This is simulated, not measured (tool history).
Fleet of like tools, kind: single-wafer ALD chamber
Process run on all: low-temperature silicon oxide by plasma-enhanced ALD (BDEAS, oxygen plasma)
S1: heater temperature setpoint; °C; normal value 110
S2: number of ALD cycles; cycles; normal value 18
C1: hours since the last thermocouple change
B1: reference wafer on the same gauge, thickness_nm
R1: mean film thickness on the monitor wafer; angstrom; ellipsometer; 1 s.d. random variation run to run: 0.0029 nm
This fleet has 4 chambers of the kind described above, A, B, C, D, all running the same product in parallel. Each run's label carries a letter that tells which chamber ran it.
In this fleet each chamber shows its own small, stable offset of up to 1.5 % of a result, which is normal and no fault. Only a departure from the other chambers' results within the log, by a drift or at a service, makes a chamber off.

{"run": "1B", "hour": 8.8, "S1": 110, "S2": 18, "C1": 2442.3, "B1": 2.2401, "R1": 25.194}
{"run": "2D", "hour": 17.7, "S1": 110, "S2": 18, "C1": 553.9, "B1": 2.2391, "R1": 25.489}
{"run": "3A", "hour": 26.7, "S1": 110, "S2": 18, "C1": 1294.4, "B1": 2.2391, "R1": 25.213}
{"run": "4C", "hour": 35.6, "S1": 110, "S2": 18, "C1": 547.7, "B1": 2.2382, "R1": 25.168}
{"run": "5D", "hour": 41.1, "S1": 110, "S2": 18, "C1": 577.3, "B1": 2.2384, "R1": 25.479}
{"run": "6A", "hour": 46.0, "S1": 110, "S2": 18, "C1": 1313.7, "B1": 2.2382, "R1": 25.244}
{"run": "7B", "hour": 55.8, "S1": 110, "S2": 18, "C1": 2489.3, "B1": 2.2385, "R1": 25.173}
{"run": "8C", "hour": 64.3, "S1": 110, "S2": 18, "C1": 576.4, "B1": 2.2386, "R1": 25.155}
{"run": "9B", "hour": 71.2, "S1": 110, "S2": 18, "C1": 2504.7, "B1": 2.2379, "R1": 25.197}
{"run": "10C", "hour": 79.7, "S1": 110, "S2": 18, "C1": 591.8, "B1": 2.2374, "R1": 25.161}
{"run": "11A", "hour": 87.7, "S1": 110, "S2": 18, "C1": 1355.4, "B1": 2.2371, "R1": 25.167}
{"run": "12D", "hour": 94.3, "S1": 110, "S2": 18, "C1": 630.5, "B1": 2.2364, "R1": 25.475}
{"run": "13D", "hour": 99.4, "S1": 102, "S2": 16, "C1": 635.6, "B1": 2.2368, "R1": 22.955}
{"run": "14C", "hour": 106.7, "S1": 102, "S2": 16, "C1": 618.8, "B1": 2.2368, "R1": 22.712}
{"run": "15A", "hour": 113.3, "S1": 102, "S2": 16, "C1": 1381, "B1": 2.2364, "R1": 22.718}
{"run": "16B", "hour": 121.8, "S1": 102, "S2": 16, "C1": 2555.3, "B1": 2.2364, "R1": 22.694}
{"run": "17A", "hour": 128.4, "S1": 110, "S2": 18, "C1": 1396.1, "B1": 2.2352, "R1": 25.203}
{"run": "18B", "hour": 136.9, "S1": 124, "S2": 21, "C1": 2570.4, "B1": 2.2359, "R1": 28.577}
{"run": "19D", "hour": 142.6, "S1": 124, "S2": 21, "C1": 678.8, "B1": 2.2354, "R1": 28.981}
{"run": "20C", "hour": 152.0, "S1": 124, "S2": 21, "C1": 664.1, "B1": 2.2351, "R1": 28.571}
{"run": "21D", "hour": 159.9, "S1": 124, "S2": 21, "C1": 696.1, "B1": 2.2347, "R1": 28.901}
{"run": "22A", "hour": 165.3, "S1": 110, "S2": 18, "C1": 1433, "B1": 2.2349, "R1": 25.133}
{"run": "23C", "hour": 170.4, "S1": 110, "S2": 18, "C1": 682.5, "B1": 2.2348, "R1": 25.104}
{"run": "24B", "hour": 179.0, "S1": 110, "S2": 18, "C1": 2612.5, "B1": 2.2338, "R1": 25.118}
{"run": "25D", "hour": 185.9, "S1": 116, "S2": 18, "C1": 722.1, "B1": 2.234, "R1": 25.107}
{"run": "26A", "hour": 195.9, "S1": 116, "S2": 18, "C1": 1463.6, "B1": 2.2337, "R1": 24.854}
{"run": "27B", "hour": 204.4, "S1": 116, "S2": 18, "C1": 2637.9, "B1": 2.2333, "R1": 24.887}
{"run": "28C", "hour": 211.1, "S1": 116, "S2": 18, "C1": 723.2, "B1": 2.2338, "R1": 24.875}
{"run": "29A", "hour": 216.3, "S1": 110, "S2": 18, "C1": 1484, "B1": 2.2333, "R1": 25.153}
{"hour": 219.7, "done": "chamber B: thermocouple changed; heater temperature recalibrated"}
{"run": "30B", "hour": 221.6, "S1": 110, "S2": 18, "C1": 1.9, "B1": 2.2333, "R1": 25.156}
{"run": "31D", "hour": 230.8, "S1": 110, "S2": 18, "C1": 767, "B1": 2.2332, "R1": 25.388}
{"run": "32C", "hour": 240.2, "S1": 110, "S2": 18, "C1": 752.3, "B1": 2.2321, "R1": 25.067}
{"run": "33B", "hour": 250.2, "S1": 110, "S2": 18, "C1": 30.5, "B1": 2.232, "R1": 25.083}
{"run": "34D", "hour": 255.2, "S1": 110, "S2": 18, "C1": 791.4, "B1": 2.2317, "R1": 25.425}
{"run": "35A", "hour": 259.7, "S1": 110, "S2": 18, "C1": 1527.4, "B1": 2.2317, "R1": 25.159}
{"run": "36C", "hour": 267.9, "S1": 110, "S2": 18, "C1": 780, "B1": 2.2309, "R1": 25.11}
{"run": "37A", "hour": 273.9, "S1": 110, "S2": 18, "C1": 1541.6, "B1": 2.2317, "R1": 25.122}
{"run": "38B", "hour": 278.8, "S1": 110, "S2": 18, "C1": 59.1, "B1": 2.231, "R1": 25.146}
{"run": "39D", "hour": 288.0, "S1": 110, "S2": 18, "C1": 824.2, "B1": 2.2312, "R1": 25.399}
{"run": "40C", "hour": 297.3, "S1": 110, "S2": 18, "C1": 809.4, "B1": 2.2311, "R1": 25.063}
{"run": "41D", "hour": 302.5, "S1": 110, "S2": 17, "C1": 838.7, "B1": 2.2306, "R1": 23.984}
{"run": "42C", "hour": 308.5, "S1": 110, "S2": 17, "C1": 820.6, "B1": 2.23, "R1": 23.695}
{"run": "43A", "hour": 315.0, "S1": 110, "S2": 17, "C1": 1582.7, "B1": 2.2298, "R1": 23.709}
{"run": "44B", "hour": 323.3, "S1": 110, "S2": 17, "C1": 103.6, "B1": 2.2299, "R1": 23.688}

Decide between three cases: one chamber stands off from its peers, the gauge reading all wafers drifts, or nothing is wrong past each chamber's small offset. Where a chamber is off, say which and what most likely put it there.

Every chamber seems to shift together because the gauge that measures them all drifts; the chambers themselves are fine.
What lies behind it: gauge reads low (%) = 0.475.

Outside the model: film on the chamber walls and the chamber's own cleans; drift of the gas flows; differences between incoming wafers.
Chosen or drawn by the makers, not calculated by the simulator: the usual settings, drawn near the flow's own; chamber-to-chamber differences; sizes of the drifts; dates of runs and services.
